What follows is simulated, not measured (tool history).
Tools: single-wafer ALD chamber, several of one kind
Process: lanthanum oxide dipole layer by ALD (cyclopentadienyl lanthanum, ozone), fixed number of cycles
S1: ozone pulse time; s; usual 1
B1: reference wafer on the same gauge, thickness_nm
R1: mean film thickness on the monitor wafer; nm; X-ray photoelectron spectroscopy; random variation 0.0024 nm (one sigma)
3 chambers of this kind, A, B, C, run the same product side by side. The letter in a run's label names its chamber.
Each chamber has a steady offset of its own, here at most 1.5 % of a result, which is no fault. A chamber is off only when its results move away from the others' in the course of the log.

run 1C hour=11.4 | S1=1 | B1=0.54725 | R1=0.49543
run 2A hour=22.5 | S1=1 | B1=0.54673 | R1=0.49774
run 3B hour=36.3 | S1=1 | B1=0.54596 | R1=0.49529
run 4C hour=52.1 | S1=1 | B1=0.5473 | R1=0.49299
run 5B hour=62.8 | S1=1 | B1=0.54719 | R1=0.49303
-- hour=68 chamber A: ozone generator serviced
run 6A hour=74.2 | S1=1 | B1=0.54632 | R1=0.49763
run 7B hour=86.8 | S1=1 | B1=0.54739 | R1=0.48984
run 8C hour=98.4 | S1=0.81 | B1=0.54721 | R1=0.46501
run 9A hour=109.1 | S1=0.81 | B1=0.54767 | R1=0.46076
run 10C hour=117.2 | S1=0.81 | B1=0.547 | R1=0.45759
run 11A hour=132 | S1=1 | B1=0.54727 | R1=0.49441
run 12B hour=147.6 | S1=1 | B1=0.54661 | R1=0.49021
-- hour=154.4 chamber C: thermocouple changed; heater temperature recalibrated
run 13C hour=155.3 | S1=1 | B1=0.54674 | R1=0.49442
run 14A hour=171.2 | S1=1 | B1=0.54721 | R1=0.50036
run 15B hour=183.1 | S1=1 | B1=0.54696 | R1=0.4957
run 16A hour=193.9 | S1=1.38 | B1=0.54676 | R1=0.54152
run 17B hour=203.4 | S1=1.38 | B1=0.5465 | R1=0.53109
run 18C hour=214.3 | S1=1.38 | B1=0.54688 | R1=0.5383
run 19A hour=225.6 | S1=0.77 | B1=0.54784 | R1=0.45463
run 20B hour=239.1 | S1=0.77 | B1=0.54744 | R1=0.44829
run 21C hour=254.4 | S1=0.77 | B1=0.54678 | R1=0.45102
run 22C hour=264.6 | S1=1.16 | B1=0.54718 | R1=0.51704
run 23A hour=273.8 | S1=1.16 | B1=0.54711 | R1=0.51674
run 24B hour=289.8 | S1=1.16 | B1=0.54697 | R1=0.51616
run 25A hour=299 | S1=1.3 | B1=0.5466 | R1=0.53617
run 26B hour=309.7 | S1=1.3 | B1=0.54712 | R1=0.52637
run 27C hour=324.8 | S1=1.3 | B1=0.5471 | R1=0.52955
run 28C hour=338.7 | S1=1 | B1=0.54696 | R1=0.4959
run 29A hour=348.4 | S1=1 | B1=0.54665 | R1=0.49916
run 30B hour=360.9 | S1=1 | B1=0.54644 | R1=0.48754
run 31B hour=369.6 | S1=1 | B1=0.54684 | R1=0.49668
run 32A hour=385.6 | S1=1 | B1=0.54705 | R1=0.49634
run 33C hour=392.7 | S1=1 | B1=0.54633 | R1=0.49699
run 34B hour=402 | S1=1 | B1=0.54615 | R1=0.49195
run 35C hour=409.4 | S1=1 | B1=0.54677 | R1=0.49338
run 36A hour=422.8 | S1=0.7 | B1=0.54736 | R1=0.43384

Next, every chamber runs the same settings. What will each give?
run 37A hour=434.5 | S1=0.72 | R1=?
run 37B hour=434.5 | S1=0.72 | R1=?
run 37C hour=434.5 | S1=0.72 | R1=?

run=37A R1=0.43997
run=37B R1=0.43441
run=37C R1=0.43993
